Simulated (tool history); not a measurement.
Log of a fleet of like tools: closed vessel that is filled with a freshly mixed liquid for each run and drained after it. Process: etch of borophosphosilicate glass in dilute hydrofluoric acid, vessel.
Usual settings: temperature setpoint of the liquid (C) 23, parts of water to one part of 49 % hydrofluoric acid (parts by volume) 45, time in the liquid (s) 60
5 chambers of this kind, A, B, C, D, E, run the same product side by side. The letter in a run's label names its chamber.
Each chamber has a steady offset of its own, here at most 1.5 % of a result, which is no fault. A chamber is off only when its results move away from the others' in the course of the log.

run	day	temperature setpoint of the liquid (C)	parts of water to one part of 49 % hydrofluoric acid (parts by volume)	time in the liquid (s)	hours since the thermometer was replaced	hours since the hydrofluoric acid flow meter was replaced	read-back film thickness of the borophosphosilicate glass reference wafer, read on the same gauge (nm)	thickness taken off the borophosphosilicate glass on a monitor wafer (nm)
1A	0.562	23	45	60	852.4	37.3	40.006	70.508
2E	0.946	23	45	60	870.9	147.2	39.996	71.372
3B	1.379	23	45	60	652.7	174.7	39.994	69.905
4D	1.85	23	45	60	1164.9	251.7	39.986	71.716
5C	2.246	23	45	60	144.6	1112.6	40.008	72.158
6B	2.571	23	45	60	681.3	203.3	40.007	70.342
7A	3.058	23	45	60	912.3	97.2	40.012	70.757
8C	3.575	23	45	60	176.5	1144.5	39.996	71.308
9D	4.154	23	45	60	1220.2	307	39.999	70.817
10E	4.721	23	30	60	961.5	237.8	40.015	109.19
11D	5.229	23	30	60	1246	332.8	40.009	108.82
12E	5.592	23	30	60	982.4	258.7	39.998	108.46
13C	5.883	23	30	60	231.9	1199.9	40.018	109.34
14A	6.25	23	30	60	988.9	173.8	40.002	108.61
15B	6.625	23	45	60	778.6	300.6	39.987	71.749
16E	7.117	23	60	60	1019	295.3	39.992	52.296
17C	7.433	23	60	60	269.1	1237.1	39.98	52.18
18A	7.738	23	60	60	1024.6	209.5	40.018	51.377
19B	8.358	23	60	60	820.2	342.2	40.005	53.026
20D	8.892	23	60	60	1333.9	420.7	40.004	52.52
21D	9.329	23	45	60	1344.4	431.2	39.998	71.072
22C	9.629	23	35	60	321.8	1289.8	39.987	93.335
23A	10.096	23	35	60	1081.2	266.1	39.992	91.131
24B	10.542	23	35	60	872.6	394.6	39.991	95.252
25E	10.879	23	35	60	1109.3	385.6	40.003	92.725
26A	11.325	23	35	60	1110.7	295.6	40.009	91.713
27C	11.617	23	45	60	369.5	1337.5	40.008	71.249
28E	12.125	23	45	60	1139.2	415.5	40.009	70.727
29D	12.467	23	45	60	1419.7	506.5	40.01	71.381
# day 12.825: chamber E: thermometer replaced
30B	13.071	23	45	60	933.3	455.3	39.991	74.497
31E	13.562	20.5	45	80	17.7	450	40.001	85.401
32C	13.942	20.5	45	80	425.3	1393.3	39.996	85.44
33B	14.296	20.5	45	80	962.7	484.7	40.029	90.593

Next, every chamber runs the same settings. What will each give?
34A	14.742	23	45	60				?
34B	14.742	23	45	60				?
34C	14.742	23	45	60				?
34D	14.742	23	45	60				?
34E	14.742	23	45	60				?

run	thickness taken off the borophosphosilicate glass on a monitor wafer (nm)
34A	70.322
34B	76.175
34C	71.877
34D	71.234
34E	71.013
